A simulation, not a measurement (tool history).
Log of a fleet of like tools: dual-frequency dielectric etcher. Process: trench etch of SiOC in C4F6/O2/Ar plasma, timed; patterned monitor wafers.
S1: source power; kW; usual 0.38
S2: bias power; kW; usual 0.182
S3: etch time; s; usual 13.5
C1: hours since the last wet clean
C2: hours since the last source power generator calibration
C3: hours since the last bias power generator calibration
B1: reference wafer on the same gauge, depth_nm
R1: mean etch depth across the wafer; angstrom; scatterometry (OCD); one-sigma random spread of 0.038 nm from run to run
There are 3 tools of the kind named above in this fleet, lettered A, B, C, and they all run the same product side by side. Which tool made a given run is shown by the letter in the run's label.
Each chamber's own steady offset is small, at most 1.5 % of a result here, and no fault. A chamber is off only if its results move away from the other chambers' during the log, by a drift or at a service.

| run | day | S1 | S2 | S3 | C1 | C2 | C3 | B1 | R1 |
|---|---|---|---|---|---|---|---|---|---|
| 1C | 0.475 | 0.38 | 0.182 | 13.5 | 193.6 | 2361.7 | 730.3 | 22.506 | 275.28 |
| 2B | 0.896 | 0.38 | 0.182 | 13.5 | 32.8 | 1955.4 | 86.6 | 22.511 | 277.99 |
| 3A | 1.354 | 0.38 | 0.182 | 13.5 | 269.2 | 2932 | 1430.4 | 22.506 | 278.98 |
| 4A | 1.704 | 0.38 | 0.182 | 13.5 | 277.6 | 2940.4 | 1438.8 | 22.52 | 279.94 |
| 5B | 2.233 | 0.38 | 0.182 | 13.5 | 64.9 | 1987.5 | 118.7 | 22.533 | 278.5 |
| 6C | 2.546 | 0.38 | 0.182 | 13.5 | 243.3 | 2411.4 | 780 | 22.526 | 275.28 |
| 7C | 3.017 | 0.38 | 0.182 | 13.5 | 254.6 | 2422.7 | 791.3 | 22.543 | 275.59 |
| 8B | 3.367 | 0.38 | 0.182 | 13.5 | 92.1 | 2014.7 | 145.9 | 22.544 | 278.36 |
| 9A | 3.879 | 0.38 | 0.182 | 13.5 | 329.8 | 2992.6 | 1491 | 22.551 | 279.68 |
| 10B | 4.233 | 0.38 | 0.182 | 13.5 | 112.9 | 2035.5 | 166.7 | 22.563 | 278.77 |
| 11A | 4.508 | 0.38 | 0.182 | 13.5 | 344.9 | 3007.7 | 1506.1 | 22.561 | 280.23 |
| 12C | 5.033 | 0.38 | 0.182 | 13.5 | 303 | 2471.1 | 839.7 | 22.569 | 275.7 |
| 13A | 5.604 | 0.38 | 0.182 | 13.5 | 371.2 | 3034 | 1532.4 | 22.571 | 279.5 |
| 14C | 5.992 | 0.38 | 0.182 | 13.5 | 326 | 2494.1 | 862.7 | 22.579 | 276.77 |
| 15B | 6.354 | 0.38 | 0.182 | 13.5 | 163.8 | 2086.4 | 217.6 | 22.588 | 278.44 |
| 16B | 6.879 | 0.38 | 0.182 | 13.5 | 176.4 | 2099 | 230.2 | 22.594 | 278.76 |
| 17A | 7.338 | 0.38 | 0.182 | 13.5 | 412.8 | 3075.6 | 1574 | 22.593 | 279.95 |
| 18C | 7.646 | 0.38 | 0.182 | 13.5 | 365.7 | 2533.8 | 902.4 | 22.602 | 276.44 |
| 19C | 8.079 | 0.38 | 0.182 | 13.5 | 376.1 | 2544.2 | 912.8 | 22.614 | 276.08 |
|  | 8.438 | chamber A: wet clean of the chamber |
| 20B | 8.442 | 0.38 | 0.182 | 13.5 | 213.9 | 2136.5 | 267.7 | 22.621 | 278.71 |
| 21A | 8.971 | 0.38 | 0.182 | 13.5 | 12.9 | 3114.8 | 1613.2 | 22.632 | 280.32 |

All chambers now run identical settings, listed one chamber a line with results as question marks. What results will each chamber show?
| 22A | 9.396 | 0.38 | 0.182 | 13.5 |  |  |  |  | ? |
| 22B | 9.396 | 0.38 | 0.182 | 13.5 |  |  |  |  | ? |
| 22C | 9.396 | 0.38 | 0.182 | 13.5 |  |  |  |  | ? |

| run | R1 |
|---|---|
| 22A | 280.5 |
| 22B | 279.03 |
| 22C | 275.79 |
